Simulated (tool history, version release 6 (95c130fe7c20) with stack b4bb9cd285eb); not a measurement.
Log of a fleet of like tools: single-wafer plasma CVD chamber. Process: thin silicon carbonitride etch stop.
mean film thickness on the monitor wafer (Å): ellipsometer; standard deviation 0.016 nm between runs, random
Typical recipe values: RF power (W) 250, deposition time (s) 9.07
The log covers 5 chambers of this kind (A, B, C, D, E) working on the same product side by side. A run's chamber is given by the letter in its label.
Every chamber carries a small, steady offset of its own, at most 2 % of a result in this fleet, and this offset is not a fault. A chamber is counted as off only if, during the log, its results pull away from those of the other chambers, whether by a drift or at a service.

run   hour  RF power (W)  deposition time (s)  hours since the last thermocouple change  hours since the last RF generator calibration  read-back reference wafer on the same gauge, thickness_nm  mean film thickness on the monitor wafer (Å)
 1E    4.4           250                 9.07                                     832.8                                          588.4                                                     6.2009                                        55.239
 2D   13.5           250                 9.07                                      42.8                                         1495.5                                                     6.1983                                        55.645
 3A   21.5           250                 9.07                                     984.4                                         1124.5                                                     6.1982                                        56.265
 4C   30.7           250                 9.07                                     607.8                                         1391.3                                                     6.1990                                        54.708
 5B   39.6           250                 9.07                                     874.6                                         2236.2                                                     6.2007                                        55.449
 6A   48.5           250                 9.07                                    1011.4                                         1151.5                                                     6.1961                                        56.372
 7B   53.8           250                 9.07                                     888.8                                         2250.4                                                     6.1985                                        55.766
 8D   58.6           250                 9.07                                      87.9                                         1540.6                                                     6.1990                                        56.030
 9C   69.0           250                 9.07                                     646.1                                         1429.6                                                     6.1982                                        54.624
10E   74.3           250                 9.07                                     902.7                                          658.3                                                     6.1996                                        55.231
11C   83.5           290                 9.80                                     660.6                                         1444.1                                                     6.1944                                        61.474
12D   90.7           290                 9.80                                     120.0                                         1572.7                                                     6.1976                                        63.499
13E  100.9           290                 9.80                                     929.3                                          684.9                                                     6.2029                                        62.735
14B  106.5           290                 9.80                                     941.5                                         2303.1                                                     6.2027                                        62.963
     112.1  -- chamber B: RF generator calibrated
15A  112.3           290                 9.80                                    1075.2                                         1215.3                                                     6.2019                                        63.507
16A  119.2           250                 9.07                                    1082.1                                         1222.2                                                     6.2018                                        55.946
17D  125.3           250                 9.07                                     154.6                                         1607.3                                                     6.2026                                        55.870
18B  129.8           250                 9.07                                     964.8                                           17.8                                                     6.1981                                        55.423
19E  137.1           250                 9.07                                     965.5                                          721.1                                                     6.1946                                        55.722
20C  144.5           250                 9.07                                     721.6                                         1505.1                                                     6.1960                                        54.510
21C  153.0           250                 9.07                                     730.1                                         1513.6                                                     6.1958                                        54.326
22A  161.7           250                 9.07                                    1124.6                                         1264.7                                                     6.2025                                        56.164
23E  168.9           250                 9.07                                     997.3                                          752.9                                                     6.2000                                        55.474
24B  174.4           250                 9.07                                    1009.4                                           62.4                                                     6.2018                                        55.261
25D  183.0           250                 9.07                                     212.3                                         1665.0                                                     6.1979                                        55.647
26A  189.4           250                 9.07                                    1152.3                                         1292.4                                                     6.2004                                        56.003
27D  198.8           290                 7.93                                     228.1                                         1680.8                                                     6.1980                                        51.061
28B  206.5           290                 7.93                                    1041.5                                           94.5                                                     6.2022                                        50.677
29E  211.7           290                 7.93                                    1040.1                                          795.7                                                     6.1989                                        50.748
30C  219.2           290                 7.93                                     796.3                                         1579.8                                                     6.2029                                        49.830
31B  228.1           290                 7.93                                    1063.1                                          116.1                                                     6.1962                                        50.844
32E  238.2           250                 9.07                                    1066.6                                          822.2                                                     6.1962                                        55.684
     238.3  -- chamber D: RF generator calibrated
     243.7  -- chamber C: RF generator calibrated
33C  248.0           250                 9.07                                     825.1                                            4.4                                                     6.2012                                        54.669
34A  257.6           250                 9.07                                    1220.5                                         1360.6                                                     6.2009                                        56.111
35D  262.6           250                 9.07                                     291.9                                           24.3                                                     6.2007                                        56.019
36E  268.2           250                 9.07                                    1096.6                                          852.2                                                     6.1962                                        55.563
37C  278.2           250                 9.07                                     855.3                                           34.6                                                     6.1999                                        55.010
38B  286.0           250                10.05                                    1121.0                                          174.0                                                     6.2010                                        61.428
39A  292.4           250                10.05                                    1255.3                                         1395.4                                                     6.2026                                        62.194
40D  299.6           250                10.05                                     328.9                                           61.3                                                     6.2059                                        62.189
41E  307.5           250                10.05                                    1135.9                                          891.5                                                     6.2033                                        61.277
42D  315.2           250                10.05                                     344.5                                           76.9                                                     6.2013                                        61.888
43C  325.4           250                 9.07                                     902.5                                           81.8                                                     6.2029                                        54.511

For the next run the whole fleet of 5 chambers uses the same settings. Give each chamber's results:
44A  332.8           250                 9.07                                                                                                                                                                                                 ?
44B  332.8           250                 9.07                                                                                                                                                                                                 ?
44C  332.8           250                 9.07                                                                                                                                                                                                 ?
44D  332.8           250                 9.07                                                                                                                                                                                                 ?
44E  332.8           250                 9.07                                                                                                                                                                                                 ?

run  mean film thickness on the monitor wafer (Å)
44A                                        56.161
44B                                        55.480
44C                                        54.556
44D                                        56.077
44E                                        55.519
